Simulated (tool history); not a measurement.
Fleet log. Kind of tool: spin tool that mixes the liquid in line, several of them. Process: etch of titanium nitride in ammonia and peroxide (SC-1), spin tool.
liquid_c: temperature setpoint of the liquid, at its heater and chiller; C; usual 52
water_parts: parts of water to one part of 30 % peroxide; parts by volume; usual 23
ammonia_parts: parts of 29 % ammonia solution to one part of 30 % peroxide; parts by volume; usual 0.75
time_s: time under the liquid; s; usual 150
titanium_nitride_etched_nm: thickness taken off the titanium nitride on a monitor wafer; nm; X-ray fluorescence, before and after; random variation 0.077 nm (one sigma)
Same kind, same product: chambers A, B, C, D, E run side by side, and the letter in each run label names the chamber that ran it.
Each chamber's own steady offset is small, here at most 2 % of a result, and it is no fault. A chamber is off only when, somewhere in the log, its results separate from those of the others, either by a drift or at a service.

run	day	liquid_c	water_parts	ammonia_parts	time_s	read-back film thickness of the titanium nitride reference wafer, read on the same gauge (nm)	titanium_nitride_etched_nm
1B	0.308	52	23	0.75	150	110.01	8.8038
2D	0.725	52	23	0.75	150	109.97	8.8651
3A	1.15	52	23	0.75	150	110	8.8439
4E	1.475	52	23	0.75	150	110	9.0702
5C	1.671	52	23	0.75	150	109.99	9.0086
6E	2.012	52	23	0.75	150	109.98	9.0666
# day 2.021: chamber D: new drum of ammonia solution connected
7B	2.275	49	23	0.95	150	110	7.5828
# day 2.571: chamber A: new drum of ammonia solution connected
8C	2.571	49	23	0.95	150	110	7.6604
9A	2.762	49	23	0.95	150	110.04	7.6769
10D	3.158	49	23	0.95	150	109.98	7.5926
# day 3.462: chamber C: ammonia flow meter replaced
11A	3.55	49	23	0.95	150	110	7.5026
12E	3.867	52	23	0.75	150	110	9.0781
13B	4.308	52	23	0.75	150	109.98	8.837
14C	4.629	52	23	0.75	150	110.01	8.9312
15D	4.825	52	23	0.75	150	110.03	8.9356
# day 4.846: chamber E: heated supply line repaired
16C	5.142	52	23	0.75	150	109.99	8.9482
17A	5.575	52	23	0.75	150	110.04	9.0153
18D	5.771	52	23	0.75	150	110.01	8.9838
19E	6.171	52	23	0.75	150	110.02	9.1489
20B	6.604	52	23	0.75	150	110.01	8.8899
# day 6.808: chamber E: thermometer replaced
21A	6.812	52	23	0.75	150	110.01	9.0282
22B	7.129	52	23	0.75	150	109.99	8.8839
23C	7.362	52	23	0.75	150	109.99	8.9024
24D	7.746	52	23	0.75	150	109.99	8.9752
25E	8.096	52	23	0.75	150	110	9.1855
26A	8.471	52	23	0.75	150	110.02	8.8625
27D	8.85	52	23	0.75	150	110.01	8.9535
28C	9.104	52	23	0.75	150	110	8.615
29E	9.546	52	23	0.75	150	110.03	9.1902
30B	9.962	52	23	0.75	150	110.01	9.0366
31B	10.279	52	23	0.75	150	110	8.8858
# day 10.442: chamber D: ammonia flow meter replaced
32E	10.512	58.5	23	0.75	115	110.01	10.833
33D	10.704	58.5	23	0.75	115	109.96	10.769
34C	10.929	58.5	23	0.75	115	109.99	9.948
35A	11.212	58.5	23	0.75	115	110.02	10.714
36D	11.504	58.5	23	0.75	115	110	10.707
# day 11.679: chamber B: heated supply line repaired
37B	11.838	52	23	0.75	150	109.97	8.9506
38C	12.05	52	23	0.75	150	109.99	8.3355
39A	12.283	52	23	0.75	150	110.03	9.008
40E	12.683	52	23	0.75	150	109.99	9.0729

Is one chamber off against the others, does the gauge drift, or is nothing wrong? If a chamber is off, say which, and what the likeliest cause is.

Little by little, chamber C moves away from the other chambers.
Most likely cause: temperature lost on the way to the wafer (K) = 1.2.
Not necessarily distinguishable in this log from: liquid colder than its thermometer reads (K).

Chamber C could run next with any of the 4 candidate recipes listed below; each alters the usual settings, and their results appear as question marks. Which one brings its results back in line with what the other chambers deliver on the usual settings?
In-line tolerance around the mean of the other chambers on the usual settings: titanium_nitride_etched_nm 0.27 nm
41C-1	13.004	52.5	23	0.75	150		?
41C-2	13.004	52	20	0.8	150		?
41C-3	13.004	51	23.5	0.75	150		?
41C-4	13.004	52	23	0.75	145		?

Average result of the remaining chambers running the usual settings: titanium_nitride_etched_nm 8.9815 nm
run	titanium_nitride_etched_nm
41C-1	8.6022
41C-2	9.0892
41C-3	7.6582
41C-4	8.0326
It is 41C-2 that realigns the chamber with its peers.

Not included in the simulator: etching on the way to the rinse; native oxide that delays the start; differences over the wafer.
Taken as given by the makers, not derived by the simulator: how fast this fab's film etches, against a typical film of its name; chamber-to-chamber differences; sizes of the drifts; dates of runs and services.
